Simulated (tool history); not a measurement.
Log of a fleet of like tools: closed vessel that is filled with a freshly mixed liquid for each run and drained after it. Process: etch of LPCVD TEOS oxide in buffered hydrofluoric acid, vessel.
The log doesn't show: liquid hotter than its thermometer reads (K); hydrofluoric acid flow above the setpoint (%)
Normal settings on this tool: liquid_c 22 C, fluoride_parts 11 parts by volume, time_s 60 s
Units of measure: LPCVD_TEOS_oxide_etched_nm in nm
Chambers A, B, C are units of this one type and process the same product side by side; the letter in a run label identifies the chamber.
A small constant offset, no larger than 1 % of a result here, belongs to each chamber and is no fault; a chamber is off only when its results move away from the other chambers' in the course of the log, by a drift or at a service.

run	day	liquid_c	fluoride_parts	time_s	hours since the thermometer was replaced	hours since the hydrofluoric acid flow meter was replaced	read-back film thickness of the LPCVD TEOS oxide reference wafer, read on the same gauge (nm)	LPCVD_TEOS_oxide_etched_nm
1A	0.254	22	11	60	577.7	247.5	120	79.846
2C	0.558	22	11	60	453.8	800.4	120	78.718
# day 0.779: chamber A: thermometer replaced
3B	0.817	22	11	60	1069.6	1295.3	120	79.113
4A	1.2	22	11	60	10.2	270.2	119.97	80.187
5C	1.596	22	11	60	478.7	825.3	120	79.344
6B	2.008	22	11	60	1098.2	1323.9	119.96	79.161
7A	2.45	22	11	60	40.2	300.2	119.96	80.031
8B	2.796	22	15	80	1117.1	1342.8	119.99	77.776
9C	3.162	22	15	80	516.3	862.9	120.01	78.069
10C	3.475	22	15	80	523.8	870.4	120	77.857
11B	3.938	26	11	40	1144.5	1370.2	120	65.801
12A	4.475	26	11	40	88.8	348.8	119.99	66.202
13A	4.933	26	11	40	99.8	359.8	120.02	66.243
14C	5.442	22	11	60	571	917.6	120.02	78.968
15B	5.696	22	11	60	1186.7	1412.4	120.01	79.08
16C	6.204	22	11	60	589.3	935.9	119.98	79.312
17B	6.633	22	11	60	1209.2	1434.9	120.01	78.831
18A	6.992	22	11	60	149.2	409.2	120.04	79.719
19B	7.471	22	11	60	1229.3	1455	119.98	79.451
20A	7.833	22	11	60	169.4	429.4	120.02	79.232
21C	8.183	22	14.5	60	636.8	983.4	120.05	61.329
22A	8.496	22	14.5	60	185.3	445.3	120.01	60.777
23B	8.938	22	14.5	60	1264.5	1490.2	120.04	60.458
24C	9.467	22	11	60	667.6	1014.2	120	80.568
25C	9.975	22	11	60	679.8	1026.4	120	81.156
26A	10.229	22	11	60	226.9	486.9	120.01	79.931
27B	10.617	22	11	60	1304.8	1530.5	120.03	78.706
28B	10.912	22	11	60	1311.9	1537.6	120.02	79.449
29A	11.371	22	11	60	254.3	514.3	119.99	80.092
30C	11.662	22	11	60	720.3	1066.9	119.98	81.303
31C	12.15	22	11	60	732	1078.6	120.01	82.002
32A	12.546	22	11	60	282.5	542.5	120.01	79.563

Is one chamber off against the others, does the gauge drift, or is nothing wrong? If a chamber is off, say which, and what the likeliest cause is.

It is chamber C that slowly wanders off from its peers.
What lies behind it: hydrofluoric acid flow above the setpoint (%) = 4.32.
The log may not separate it from: liquid hotter than its thermometer reads (K).

Here are 4 candidates for chamber C's next run, each the usual settings with a change, their results left as question marks. Which one brings its results back in line with what the others give on the usual settings?
In line here means within this much of the mean the other chambers give on the usual settings: LPCVD_TEOS_oxide_etched_nm 1.2 nm
33C-1	12.938	21.5	11.5	60				?
33C-2	12.938	22.5	11	60				?
33C-3	12.938	22.5	10.5	60				?
33C-4	12.938	21.5	11	60				?

The mean the other chambers reach with the usual settings: LPCVD_TEOS_oxide_etched_nm 79.436 nm
run	LPCVD_TEOS_oxide_etched_nm
33C-1	76.624
33C-2	84.661
33C-3	88.597
33C-4	80.023
33C-4 puts the chamber back in line with the other chambers.
